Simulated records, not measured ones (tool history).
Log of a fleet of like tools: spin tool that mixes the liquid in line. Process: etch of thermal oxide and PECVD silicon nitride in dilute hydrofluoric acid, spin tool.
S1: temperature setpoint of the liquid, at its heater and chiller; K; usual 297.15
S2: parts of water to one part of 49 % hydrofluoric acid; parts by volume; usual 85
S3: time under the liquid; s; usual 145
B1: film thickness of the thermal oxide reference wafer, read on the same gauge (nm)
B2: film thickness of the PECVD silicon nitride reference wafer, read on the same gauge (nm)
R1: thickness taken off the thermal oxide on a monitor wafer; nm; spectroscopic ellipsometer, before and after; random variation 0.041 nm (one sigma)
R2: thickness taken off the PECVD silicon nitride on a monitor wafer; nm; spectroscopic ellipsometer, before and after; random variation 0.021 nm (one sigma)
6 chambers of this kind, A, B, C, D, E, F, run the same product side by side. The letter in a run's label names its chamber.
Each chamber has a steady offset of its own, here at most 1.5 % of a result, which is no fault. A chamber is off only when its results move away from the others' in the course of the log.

run	day	S1	S2	S3	B1	B2	R1	R2
# day 0.142: chamber C: hydrofluoric acid flow meter replaced
1E	0.271	297.15	85	145	99.953	30.003	8.4086	6.7619
2F	0.508	297.15	85	145	100.01	29.984	8.3722	6.8166
3B	0.725	297.15	85	145	99.979	29.993	8.4471	6.9095
4C	0.879	297.15	85	145	100.02	29.997	8.6133	6.7917
5D	1.117	297.15	85	145	100.01	30.013	8.5239	6.9104
6A	1.408	297.15	85	145	99.997	30.024	8.4436	6.8149
7A	1.717	297.15	85	145	100.01	30.019	8.4809	6.7857
8B	1.958	297.15	85	145	99.986	29.998	8.5191	6.8563
9D	2.158	297.15	85	145	99.979	29.986	8.5453	6.9135
10E	2.362	297.15	85	205	99.986	30.033	11.913	9.5735
11C	2.504	297.15	85	205	99.986	30.017	12.231	9.6314
12F	2.696	297.15	85	205	99.993	30.012	11.913	9.6431
13E	2.867	297.15	85	205	99.985	29.987	11.926	9.6135
# day 2.908: chamber B: thermometer replaced
14D	3.042	297.15	85	205	100.03	29.975	12.101	9.7285
15A	3.179	297.15	85	205	99.993	29.992	11.923	9.6103
16C	3.371	297.15	85	145	99.983	30.008	8.5882	6.8053
17F	3.554	297.15	85	145	100.02	30.013	8.478	6.8139
18B	3.825	297.15	85	145	99.986	30.019	8.459	6.8345
19B	4.083	297.15	55	205	99.984	29.995	18.991	14.714
20A	4.242	297.15	55	205	99.966	30.007	19.151	14.712
21C	4.467	297.15	55	205	99.968	29.999	19.468	14.658
22E	4.625	297.15	55	205	100	30.016	19.307	14.86
23D	4.925	297.15	55	205	100.02	30.019	19.577	15.032
24F	5.238	297.15	55	205	99.998	30.006	19.115	14.785
25A	5.442	297.15	85	145	99.989	29.997	8.4609	6.8606
26C	5.712	297.15	85	145	100.02	30.026	8.5505	6.7945
27D	6.012	297.15	85	145	100	29.989	8.5692	6.8716
28B	6.212	297.15	85	145	100	30.003	8.5123	6.8316
# day 6.325: chamber E: hydrofluoric acid flow meter replaced
29E	6.525	297.15	125	110	100.01	29.998	4.1019	3.5071
30F	6.667	297.15	125	110	100.04	29.998	4.1374	3.5326
31F	6.896	297.15	125	110	100.03	29.984	4.1591	3.5283
32D	7.058	297.15	125	110	100.04	30.017	4.1758	3.5383
33E	7.196	297.15	125	110	100.02	29.996	4.133	3.4961
34A	7.367	297.15	125	110	99.968	30.001	4.1427	3.5481
35B	7.508	297.15	85	145	99.995	30.005	8.4907	6.8455
36C	7.667	297.15	85	145	100.01	30.014	8.6046	6.774
37E	7.842	297.15	85	145	100.02	29.983	8.4127	6.7559

All 6 chambers run these settings next. Forecast each chamber's results:
38A	8.071	297.15	85	145			?	?
38B	8.071	297.15	85	145			?	?
38C	8.071	297.15	85	145			?	?
38D	8.071	297.15	85	145			?	?
38E	8.071	297.15	85	145			?	?
38F	8.071	297.15	85	145			?	?

run	R1	R2
38A	8.4563	6.824
38B	8.4463	6.8441
38C	8.5966	6.8063
38D	8.5042	6.8682
38E	8.428	6.7706
38F	8.4047	6.8046
